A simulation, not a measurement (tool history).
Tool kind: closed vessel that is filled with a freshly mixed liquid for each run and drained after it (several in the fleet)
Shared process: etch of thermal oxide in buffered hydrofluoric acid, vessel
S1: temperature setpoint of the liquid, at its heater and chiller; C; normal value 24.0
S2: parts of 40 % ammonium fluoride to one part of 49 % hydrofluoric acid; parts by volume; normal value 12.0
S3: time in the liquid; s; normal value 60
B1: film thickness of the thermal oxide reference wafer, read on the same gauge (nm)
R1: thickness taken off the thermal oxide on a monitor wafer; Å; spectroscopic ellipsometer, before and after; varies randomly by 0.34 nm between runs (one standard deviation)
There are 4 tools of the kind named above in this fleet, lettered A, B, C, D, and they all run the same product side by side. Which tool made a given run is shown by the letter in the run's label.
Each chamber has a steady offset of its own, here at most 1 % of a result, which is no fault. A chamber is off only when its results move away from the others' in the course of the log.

run   hour    S1    S2  S3      B1      R1
 1A    5.2  24.0  12.0  60  119.98  569.49
 2D    8.6  24.0  12.0  60  119.98  565.67
 3C   11.8  24.0  12.0  60  119.99  567.02
 4B   16.3  24.0  12.0  60  120.01  569.86
 5B   21.6  25.5  12.0  40  119.95  408.28
 6C   27.9  25.5  12.0  40  120.00  410.99
 7D   33.3  25.5  12.0  40  120.00  413.45
 8A   36.3  25.5  12.0  40  119.98  406.66
 9B   40.3  24.0  12.0  60  120.01  569.87
10A   45.3  24.0  12.0  60  120.01  559.91
11C   50.5  24.0  12.0  60  119.95  564.84
12D   54.3  24.0  12.0  60  120.02  567.54
13B   57.8  24.0   8.5  40  119.99  515.50
      62.5  -- chamber B: hydrofluoric acid flow meter replaced
14D   64.1  24.0   8.5  40  120.04  516.06
15C   69.6  24.0   8.5  40  120.00  517.64
16A   73.3  24.0   8.5  40  120.03  515.08
17A   77.5  22.5  15.5  60  119.99  400.55
18B   83.2  22.5  15.5  60  120.00  405.53
19D   87.8  22.5  15.5  60  120.04  402.52
20C   92.2  22.5  15.5  60  119.99  403.39
21C   97.5  24.0  12.0  60  120.00  567.89
22B  100.7  24.0  12.0  60  119.97  565.55
23A  106.4  24.0  12.0  60  120.02  561.07
24D  112.8  24.0  12.0  60  120.02  567.49
25A  116.1  24.0   8.0  60  119.97  820.47
26B  119.0  24.0   8.0  60  119.96  821.84
27C  122.2  24.0   8.0  60  119.95  828.47
28D  126.6  24.0   8.0  60  119.99  830.00
29C  131.2  24.0  12.0  60  120.03  559.85
30D  135.5  24.0  12.0  60  119.99  560.65
31B  138.4  24.0  12.0  60  119.98  569.40
32A  143.1  24.0  12.0  60  120.00  570.73
33B  148.2  24.0  12.0  60  120.00  571.19
34D  153.2  24.0  12.0  60  119.99  564.47
35C  158.9  24.0  12.0  60  120.00  571.07
36A  163.5  24.0  14.5  60  119.99  470.34
37D  167.2  24.0  14.5  60  119.99  468.11
38C  172.2  24.0  14.5  60  120.00  467.80
39A  177.4  24.0  14.5  60  119.93  468.53
40B  181.5  21.5  12.0  85  120.02  704.54
41C  185.0  21.5  12.0  85  119.97  702.14
42A  188.6  21.5  12.0  85  120.01  702.27
43B  194.5  21.5  12.0  85  120.01  700.14

All chambers now run identical settings, listed one chamber a line with results as question marks. What results will each chamber show?
44A  199.1  24.0  12.0  60       ?
44B  199.1  24.0  12.0  60       ?
44C  199.1  24.0  12.0  60       ?
44D  199.1  24.0  12.0  60       ?

run      R1
44A  564.53
44B  570.16
44C  569.90
44D  565.01
